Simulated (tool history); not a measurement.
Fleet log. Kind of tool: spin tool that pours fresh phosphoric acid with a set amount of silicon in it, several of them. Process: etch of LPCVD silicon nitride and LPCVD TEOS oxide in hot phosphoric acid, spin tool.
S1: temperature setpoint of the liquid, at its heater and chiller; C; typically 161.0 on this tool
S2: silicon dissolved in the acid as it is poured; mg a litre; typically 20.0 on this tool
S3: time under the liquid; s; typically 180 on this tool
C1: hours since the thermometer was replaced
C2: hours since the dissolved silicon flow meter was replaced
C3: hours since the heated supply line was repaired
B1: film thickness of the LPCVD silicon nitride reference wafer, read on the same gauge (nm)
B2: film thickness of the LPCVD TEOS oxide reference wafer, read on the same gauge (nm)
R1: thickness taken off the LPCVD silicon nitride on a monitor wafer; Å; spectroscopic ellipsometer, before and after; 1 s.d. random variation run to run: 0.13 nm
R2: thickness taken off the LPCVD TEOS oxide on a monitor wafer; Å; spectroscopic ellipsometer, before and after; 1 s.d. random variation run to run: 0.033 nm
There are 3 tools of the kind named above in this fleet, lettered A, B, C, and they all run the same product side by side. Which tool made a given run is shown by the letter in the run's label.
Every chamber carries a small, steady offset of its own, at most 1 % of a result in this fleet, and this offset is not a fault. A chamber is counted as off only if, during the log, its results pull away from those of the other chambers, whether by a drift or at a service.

run 1B hour=8.4 | S1=161.0 S2=20.0 S3=180 | C1=1693.8 C2=311.2 C3=893.7 | B1=130.01 B2=90.011 | R1=141.960 R2=5.7863
run 2A hour=16.0 | S1=161.0 S2=20.0 S3=180 | C1=99.6 C2=173.9 C3=1111.9 | B1=130.00 B2=90.018 | R1=144.420 R2=6.0726
run 3C hour=22.7 | S1=161.0 S2=20.0 S3=180 | C1=1308.7 C2=270.8 C3=1869.2 | B1=130.01 B2=89.973 | R1=143.800 R2=6.0020
run 4A hour=28.4 | S1=161.0 S2=20.0 S3=180 | C1=112.0 C2=186.3 C3=1124.3 | B1=129.99 B2=89.982 | R1=139.680 R2=5.4468
run 5B hour=37.9 | S1=161.0 S2=20.0 S3=180 | C1=1723.3 C2=340.7 C3=923.2 | B1=130.00 B2=89.987 | R1=146.000 R2=5.2273
run 6C hour=44.3 | S1=161.0 S2=20.0 S3=180 | C1=1330.3 C2=292.4 C3=1890.8 | B1=129.99 B2=90.021 | R1=141.400 R2=5.4049
run 7B hour=50.4 | S1=161.0 S2=20.0 S3=180 | C1=1735.8 C2=353.2 C3=935.7 | B1=130.01 B2=89.964 | R1=140.610 R2=5.0111
run 8A hour=54.6 | S1=161.0 S2=20.0 S3=180 | C1=138.2 C2=212.5 C3=1150.5 | B1=129.98 B2=90.022 | R1=140.020 R2=5.3408
run 9C hour=59.3 | S1=161.0 S2=20.0 S3=180 | C1=1345.3 C2=307.4 C3=1905.8 | B1=130.00 B2=90.000 | R1=140.640 R2=5.7164
-- hour=66.7 chamber B: thermometer replaced
run 10A hour=67.8 | S1=161.0 S2=20.0 S3=180 | C1=151.4 C2=225.7 C3=1163.7 | B1=129.99 B2=89.967 | R1=142.600 R2=5.7135
run 11B hour=74.4 | S1=161.0 S2=20.0 S3=180 | C1=7.8 C2=377.2 C3=959.7 | B1=130.00 B2=90.047 | R1=141.300 R2=5.4123
run 12C hour=78.5 | S1=161.0 S2=20.0 S3=180 | C1=1364.5 C2=326.6 C3=1925.0 | B1=130.00 B2=89.989 | R1=141.760 R2=5.3149
run 13B hour=87.2 | S1=161.0 S2=20.0 S3=180 | C1=20.6 C2=390.0 C3=972.5 | B1=130.00 B2=90.017 | R1=142.010 R2=4.8474
run 14C hour=92.8 | S1=163.0 S2=20.0 S3=260 | C1=1378.8 C2=340.9 C3=1939.3 | B1=130.00 B2=90.009 | R1=221.760 R2=9.9751
run 15A hour=100.6 | S1=163.0 S2=20.0 S3=260 | C1=184.2 C2=258.5 C3=1196.5 | B1=130.01 B2=90.005 | R1=219.310 R2=9.7227
run 16B hour=106.3 | S1=163.0 S2=20.0 S3=260 | C1=39.7 C2=409.1 C3=991.6 | B1=130.02 B2=89.967 | R1=215.120 R2=7.8538
run 17A hour=114.2 | S1=161.0 S2=20.0 S3=180 | C1=197.8 C2=272.1 C3=1210.1 | B1=130.01 B2=90.032 | R1=142.560 R2=5.8504
run 18C hour=123.1 | S1=161.0 S2=20.0 S3=180 | C1=1409.1 C2=371.2 C3=1969.6 | B1=129.99 B2=89.963 | R1=141.320 R2=5.4384
run 19C hour=127.6 | S1=158.5 S2=7.5 S3=180 | C1=1413.6 C2=375.7 C3=1974.1 | B1=129.98 B2=89.958 | R1=131.430 R2=6.6710
run 20A hour=133.6 | S1=158.5 S2=7.5 S3=180 | C1=217.2 C2=291.5 C3=1229.5 | B1=130.00 B2=89.961 | R1=131.910 R2=6.2086
run 21B hour=139.6 | S1=158.5 S2=7.5 S3=180 | C1=73.0 C2=442.4 C3=1024.9 | B1=129.98 B2=89.938 | R1=126.320 R2=5.9878
run 22A hour=148.5 | S1=161.0 S2=20.0 S3=180 | C1=232.1 C2=306.4 C3=1244.4 | B1=130.02 B2=90.011 | R1=142.750 R2=5.4708
run 23B hour=156.3 | S1=161.0 S2=20.0 S3=180 | C1=89.7 C2=459.1 C3=1041.6 | B1=129.99 B2=89.943 | R1=137.470 R2=4.7580
run 24C hour=161.5 | S1=161.0 S2=20.0 S3=180 | C1=1447.5 C2=409.6 C3=2008.0 | B1=130.00 B2=89.984 | R1=143.430 R2=5.3701
run 25B hour=166.0 | S1=161.0 S2=20.0 S3=180 | C1=99.4 C2=468.8 C3=1051.3 | B1=130.01 B2=89.995 | R1=137.160 R2=4.5092
run 26A hour=171.4 | S1=161.0 S2=20.0 S3=180 | C1=255.0 C2=329.3 C3=1267.3 | B1=130.01 B2=89.989 | R1=143.530 R2=5.9955
run 27C hour=177.3 | S1=161.0 S2=20.0 S3=180 | C1=1463.3 C2=425.4 C3=2023.8 | B1=130.00 B2=90.025 | R1=141.440 R2=5.9265
run 28C hour=183.2 | S1=161.0 S2=20.0 S3=180 | C1=1469.2 C2=431.3 C3=2029.7 | B1=129.99 B2=90.023 | R1=142.730 R2=5.3666
run 29B hour=189.4 | S1=161.0 S2=35.5 S3=85 | C1=122.8 C2=492.2 C3=1074.7 | B1=129.99 B2=89.973 | R1=63.533 R2=1.1974
run 30A hour=196.8 | S1=161.0 S2=35.5 S3=85 | C1=280.4 C2=354.7 C3=1292.7 | B1=129.99 B2=90.011 | R1=68.135 R2=1.3856
run 31A hour=206.1 | S1=161.0 S2=35.5 S3=85 | C1=289.7 C2=364.0 C3=1302.0 | B1=129.99 B2=89.999 | R1=66.964 R2=1.3568
run 32B hour=215.0 | S1=161.0 S2=20.0 S3=180 | C1=148.4 C2=517.8 C3=1100.3 | B1=129.99 B2=90.033 | R1=131.000 R2=5.0596
run 33C hour=220.1 | S1=161.0 S2=20.0 S3=180 | C1=1506.1 C2=468.2 C3=2066.6 | B1=130.00 B2=89.927 | R1=143.430 R2=5.4111
run 34A hour=224.5 | S1=161.0 S2=20.0 S3=180 | C1=308.1 C2=382.4 C3=1320.4 | B1=129.98 B2=89.969 | R1=145.350 R2=6.4472
run 35C hour=228.8 | S1=161.0 S2=20.0 S3=180 | C1=1514.8 C2=476.9 C3=2075.3 | B1=130.01 B2=89.970 | R1=144.100 R2=5.1490
run 36B hour=237.6 | S1=161.0 S2=20.0 S3=180 | C1=171.0 C2=540.4 C3=1122.9 | B1=130.01 B2=90.016 | R1=130.230 R2=4.2421
run 37C hour=242.3 | S1=161.0 S2=20.0 S3=180 | C1=1528.3 C2=490.4 C3=2088.8 | B1=130.00 B2=89.971 | R1=142.020 R2=5.9376
run 38B hour=251.7 | S1=161.0 S2=20.0 S3=180 | C1=185.1 C2=554.5 C3=1137.0 | B1=129.99 B2=89.990 | R1=130.890 R2=4.6409
run 39A hour=259.7 | S1=161.0 S2=20.0 S3=180 | C1=343.3 C2=417.6 C3=1355.6 | B1=129.98 B2=90.027 | R1=143.000 R2=5.6099
run 40B hour=267.0 | S1=161.0 S2=25.5 S3=180 | C1=200.4 C2=569.8 C3=1152.3 | B1=130.01 B2=90.008 | R1=127.860 R2=3.7231

For the next run the whole fleet of 3 chambers uses the same settings. Give each chamber's results:
run 41A hour=273.8 | S1=161.0 S2=20.0 S3=105 | R1=? R2=?
run 41B hour=273.8 | S1=161.0 S2=20.0 S3=105 | R1=? R2=?
run 41C hour=273.8 | S1=161.0 S2=20.0 S3=105 | R1=? R2=?

run=41A R1=83.218 R2=3.7044
run=41B R1=74.947 R2=2.3005
run=41C R1=81.672 R2=3.3030

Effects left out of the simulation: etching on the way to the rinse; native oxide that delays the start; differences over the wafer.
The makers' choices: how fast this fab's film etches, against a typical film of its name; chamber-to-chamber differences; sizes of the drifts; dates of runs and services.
